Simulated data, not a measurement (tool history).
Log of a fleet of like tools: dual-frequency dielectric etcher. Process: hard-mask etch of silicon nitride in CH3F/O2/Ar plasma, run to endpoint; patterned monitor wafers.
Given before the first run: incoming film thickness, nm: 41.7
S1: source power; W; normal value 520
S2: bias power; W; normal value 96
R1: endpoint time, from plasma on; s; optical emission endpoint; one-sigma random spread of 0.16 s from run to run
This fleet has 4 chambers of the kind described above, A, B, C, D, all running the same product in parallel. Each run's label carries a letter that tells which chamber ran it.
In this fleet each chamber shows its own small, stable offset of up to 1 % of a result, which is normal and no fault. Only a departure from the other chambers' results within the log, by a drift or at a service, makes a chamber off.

run   hour   S1   S2      R1
 1A    5.2  520   96  49.574
 2C    8.5  520   96  49.687
 3D   11.8  520   96  49.009
 4B   14.9  520   96  49.784
 5B   19.9  520   96  49.751
 6D   22.7  520   96  48.912
 7C   26.9  520   96   49.69
 8A   29.8  520   96  49.456
 9D   32.3  610   83  48.593
10B   36.4  610   83  49.065
11A   40.6  610   83  49.125
12C   45.9  610   83  49.558
13B   50.6  450   77  56.918
14A     54  450   77  56.336
15D   56.5  450   77  56.082
        59  -- chamber A: wet clean of the chamber
16C   60.2  450   77  57.066
17C   65.3  520   96  49.626
18D   69.5  520   96  49.055
19B   74.7  520   96  49.814
20A   78.4  520   96  48.569
21B   83.4  520   96  49.752
22A   86.3  520   96  48.661
23D   89.3  520   96  49.027
24C   92.4  520   96  49.582
25B   95.9  520   96   49.32
26D   99.6  520   96  48.811
27C  104.9  520   96  49.641
28A  107.5  520   96  48.461
29A  110.8  520   96  48.531
30B  116.2  520   96  49.661
31C  120.8  520   96  49.877
32D  125.7  520  119  45.104

Is one chamber out of step, is the gauge drifting, or do the chambers differ by no more than their own small offsets? For an off chamber, give its letter and the likeliest cause.

Chamber A has stood off from the others ever since a service on it.
Cause: etch rate over this chamber's usual, % = 1.7.

Chamber A could run next with any of the 4 candidate recipes listed below; each alters the usual settings, and their results appear as question marks. Which one brings its results back in line with what the other chambers deliver on the usual settings?
In line here means within this much of the mean the other chambers give on the usual settings: R1 0.57 s
33A-1  129.6  520  106   ?
33A-2  129.6  490   91   ?
33A-3  129.6  550   96   ?
33A-4  129.6  490   96   ?

On the usual settings, the other chambers give on average: R1 49.479 s
  run      R1
33A-1  46.868
33A-2  50.679
33A-3  47.582
33A-4  49.704
33A-4 is the one that brings the chamber's results back in line with the other chambers.
